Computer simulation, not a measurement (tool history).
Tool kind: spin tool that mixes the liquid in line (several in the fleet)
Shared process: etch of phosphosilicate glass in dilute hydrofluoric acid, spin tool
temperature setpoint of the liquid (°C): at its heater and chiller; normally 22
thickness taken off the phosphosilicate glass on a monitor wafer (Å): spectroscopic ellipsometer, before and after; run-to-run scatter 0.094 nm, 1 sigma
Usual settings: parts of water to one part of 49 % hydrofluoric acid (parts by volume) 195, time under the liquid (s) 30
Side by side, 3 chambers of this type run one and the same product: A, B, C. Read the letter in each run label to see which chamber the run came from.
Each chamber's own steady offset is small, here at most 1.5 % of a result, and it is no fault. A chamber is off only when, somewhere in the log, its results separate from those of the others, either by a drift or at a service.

run	day	temperature setpoint of the liquid (°C)	parts of water to one part of 49 % hydrofluoric acid (parts by volume)	time under the liquid (s)	hours since the thermometer was replaced	hours since the hydrofluoric acid flow meter was replaced	read-back film thickness of the phosphosilicate glass reference wafer, read on the same gauge (nm)	thickness taken off the phosphosilicate glass on a monitor wafer (Å)
1A	0.554	22	195	30	1154.2	1379.9	149.98	153.39
2B	1.079	22	195	30	916	161	149.97	149.16
3C	1.371	22	195	30	92.6	613.1	150.02	151.14
4B	1.638	22	195	30	929.4	174.4	150.02	149.27
5C	1.875	22	195	30	104.7	625.2	150	150.64
6A	2.358	22	195	30	1197.5	1423.2	150.04	153.47
7A	2.646	22	195	30	1204.4	1430.1	150	154.17
8B	3.067	22	195	30	963.7	208.7	150	149.61
9C	3.562	22	195	30	145.2	665.7	149.99	147.01
10A	3.875	22	195	30	1233.9	1459.6	150	152.85
11C	4.342	22	195	30	163.9	684.4	149.96	145.64
12B	4.825	22	195	30	1005.9	250.9	149.98	151.11
13B	5.129	22	195	30	1013.2	258.2	150.02	149.11
14A	5.408	22	195	30	1270.7	1496.4	150.01	155.19
15C	5.821	22	195	30	199.4	719.9	150	143.44
16B	6.188	25	195	30	1038.6	283.6	150.02	167.29
17A	6.629	25	195	30	1300	1525.7	150	170.4
18C	6.933	25	195	30	226.1	746.6	149.97	158.59
19A	7.171	22	195	30	1313	1538.7	150.01	153.85
20C	7.538	22	195	30	240.6	761.1	149.97	139.32
21B	8.079	22	125	20	1084	329	150	166.29
22A	8.554	22	125	20	1346.2	1571.9	149.99	171.64

All chambers now run identical settings, listed one chamber a line with results as question marks. What results will each chamber show?
23A	8.95	25	195	30				?
23B	8.95	25	195	30				?
23C	8.95	25	195	30				?

run	thickness taken off the phosphosilicate glass on a monitor wafer (Å)
23A	169.93
23B	167.13
23C	152.31

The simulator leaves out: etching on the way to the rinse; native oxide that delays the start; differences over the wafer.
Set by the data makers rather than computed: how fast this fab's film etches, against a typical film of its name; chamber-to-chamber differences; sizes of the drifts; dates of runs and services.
